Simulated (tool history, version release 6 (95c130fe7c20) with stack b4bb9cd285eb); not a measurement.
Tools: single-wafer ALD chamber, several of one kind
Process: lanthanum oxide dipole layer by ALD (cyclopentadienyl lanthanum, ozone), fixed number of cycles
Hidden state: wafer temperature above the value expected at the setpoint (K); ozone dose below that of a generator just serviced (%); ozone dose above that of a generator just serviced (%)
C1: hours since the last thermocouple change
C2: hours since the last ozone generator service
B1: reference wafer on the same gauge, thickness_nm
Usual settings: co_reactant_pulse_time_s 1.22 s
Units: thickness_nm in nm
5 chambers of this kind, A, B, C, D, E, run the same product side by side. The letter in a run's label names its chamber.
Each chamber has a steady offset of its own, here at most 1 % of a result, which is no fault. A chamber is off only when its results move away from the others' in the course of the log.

run 1B hour=8.7 | co_reactant_pulse_time_s=1.22 | C1=1238.8 C2=258 | B1=0.59889 | thickness_nm=0.52725
run 2C hour=21.3 | co_reactant_pulse_time_s=1.22 | C1=842 C2=297.7 | B1=0.59915 | thickness_nm=0.52792
run 3D hour=27.3 | co_reactant_pulse_time_s=1.22 | C1=896.2 C2=1047.5 | B1=0.59873 | thickness_nm=0.53122
run 4E hour=35.2 | co_reactant_pulse_time_s=1.22 | C1=365.5 C2=180.1 | B1=0.5991 | thickness_nm=0.52693
run 5A hour=44.5 | co_reactant_pulse_time_s=1.22 | C1=963.6 C2=457.5 | B1=0.59947 | thickness_nm=0.52045
run 6B hour=53.3 | co_reactant_pulse_time_s=0.89 | C1=1283.4 C2=302.6 | B1=0.59835 | thickness_nm=0.48134
run 7D hour=61.5 | co_reactant_pulse_time_s=0.89 | C1=930.4 C2=1081.7 | B1=0.59909 | thickness_nm=0.48477
run 8E hour=74.2 | co_reactant_pulse_time_s=0.89 | C1=404.5 C2=219.1 | B1=0.59888 | thickness_nm=0.482
run 9A hour=82.2 | co_reactant_pulse_time_s=0.89 | C1=1001.3 C2=495.2 | B1=0.59912 | thickness_nm=0.47456
run 10C hour=94.1 | co_reactant_pulse_time_s=0.89 | C1=914.8 C2=370.5 | B1=0.59876 | thickness_nm=0.4828
run 11A hour=103 | co_reactant_pulse_time_s=1.22 | C1=1022.1 C2=516 | B1=0.59945 | thickness_nm=0.51838
run 12B hour=112.4 | co_reactant_pulse_time_s=1.22 | C1=1342.5 C2=361.7 | B1=0.59942 | thickness_nm=0.52879
run 13D hour=122.8 | co_reactant_pulse_time_s=1.22 | C1=991.7 C2=1143 | B1=0.5991 | thickness_nm=0.53072
run 14E hour=133.6 | co_reactant_pulse_time_s=0.96 | C1=463.9 C2=278.5 | B1=0.59897 | thickness_nm=0.49374
run 15C hour=141.7 | co_reactant_pulse_time_s=0.96 | C1=962.4 C2=418.1 | B1=0.59912 | thickness_nm=0.49088
run 16B hour=152.1 | co_reactant_pulse_time_s=0.96 | C1=1382.2 C2=401.4 | B1=0.59897 | thickness_nm=0.49475
run 17A hour=160.1 | co_reactant_pulse_time_s=0.96 | C1=1079.2 C2=573.1 | B1=0.59873 | thickness_nm=0.48765
run 18D hour=166.1 | co_reactant_pulse_time_s=0.96 | C1=1035 C2=1186.3 | B1=0.59896 | thickness_nm=0.49697
run 19E hour=177.1 | co_reactant_pulse_time_s=1.22 | C1=507.4 C2=322 | B1=0.59846 | thickness_nm=0.52805
run 20C hour=183.6 | co_reactant_pulse_time_s=0.76 | C1=1004.3 C2=460 | B1=0.5988 | thickness_nm=0.45023
run 21C hour=191.9 | co_reactant_pulse_time_s=0.76 | C1=1012.6 C2=468.3 | B1=0.59858 | thickness_nm=0.44851
run 22E hour=198.7 | co_reactant_pulse_time_s=0.76 | C1=529 C2=343.6 | B1=0.59911 | thickness_nm=0.45199
run 23B hour=208.5 | co_reactant_pulse_time_s=0.76 | C1=1438.6 C2=457.8 | B1=0.59903 | thickness_nm=0.44995
run 24A hour=216.6 | co_reactant_pulse_time_s=0.76 | C1=1135.7 C2=629.6 | B1=0.59862 | thickness_nm=0.44879
run 25D hour=224.5 | co_reactant_pulse_time_s=1.22 | C1=1093.4 C2=1244.7 | B1=0.59954 | thickness_nm=0.53051
run 26D hour=231.3 | co_reactant_pulse_time_s=1.57 | C1=1100.2 C2=1251.5 | B1=0.59857 | thickness_nm=0.55384
run 27C hour=241.7 | co_reactant_pulse_time_s=1.57 | C1=1062.4 C2=518.1 | B1=0.59921 | thickness_nm=0.547
-- hour=244.9 chamber D: thermocouple changed; heater temperature recalibrated
run 28B hour=248.6 | co_reactant_pulse_time_s=1.57 | C1=1478.7 C2=497.9 | B1=0.59858 | thickness_nm=0.55365
run 29E hour=259.2 | co_reactant_pulse_time_s=1.57 | C1=589.5 C2=404.1 | B1=0.59912 | thickness_nm=0.55479
run 30A hour=267.1 | co_reactant_pulse_time_s=1.57 | C1=1186.2 C2=680.1 | B1=0.59837 | thickness_nm=0.5494
run 31D hour=277.2 | co_reactant_pulse_time_s=1.22 | C1=32.3 C2=1297.4 | B1=0.59871 | thickness_nm=0.52998
run 32A hour=290 | co_reactant_pulse_time_s=1.22 | C1=1209.1 C2=703 | B1=0.59878 | thickness_nm=0.52168
run 33C hour=302.7 | co_reactant_pulse_time_s=1.22 | C1=1123.4 C2=579.1 | B1=0.59908 | thickness_nm=0.51129
run 34B hour=310.5 | co_reactant_pulse_time_s=1.22 | C1=1540.6 C2=559.8 | B1=0.59856 | thickness_nm=0.52735
run 35E hour=319.4 | co_reactant_pulse_time_s=1.22 | C1=649.7 C2=464.3 | B1=0.59882 | thickness_nm=0.53082
run 36A hour=327.4 | co_reactant_pulse_time_s=1.22 | C1=1246.5 C2=740.4 | B1=0.59951 | thickness_nm=0.52192

Is one chamber off against the others, does the gauge drift, or is nothing wrong? If a chamber is off, say which, and what the likeliest cause is.

Chamber C drifts away from the others.
Cause: ozone dose below that of a generator just serviced (%) = 13.2.

Here are 4 candidates for chamber C's next run, each the usual settings with a change, their results left as question marks. Which one brings its results back in line with what the others give on the usual settings?
In line means no further than this from the other chambers' mean on the usual settings: thickness_nm 0.0059 nm
run 37C-1 hour=336.9 | co_reactant_pulse_time_s=1.1 | thickness_nm=?
run 37C-2 hour=336.9 | co_reactant_pulse_time_s=1.37 | thickness_nm=?
run 37C-3 hour=336.9 | co_reactant_pulse_time_s=1.16 | thickness_nm=?
run 37C-4 hour=336.9 | co_reactant_pulse_time_s=1.28 | thickness_nm=?

The other chambers' mean on the usual settings: thickness_nm 0.52769 nm
run=37C-1 thickness_nm=0.49403
run=37C-2 thickness_nm=0.52493
run=37C-3 thickness_nm=0.50216
run=37C-4 thickness_nm=0.51615
37C-2 brings the chamber back in line.
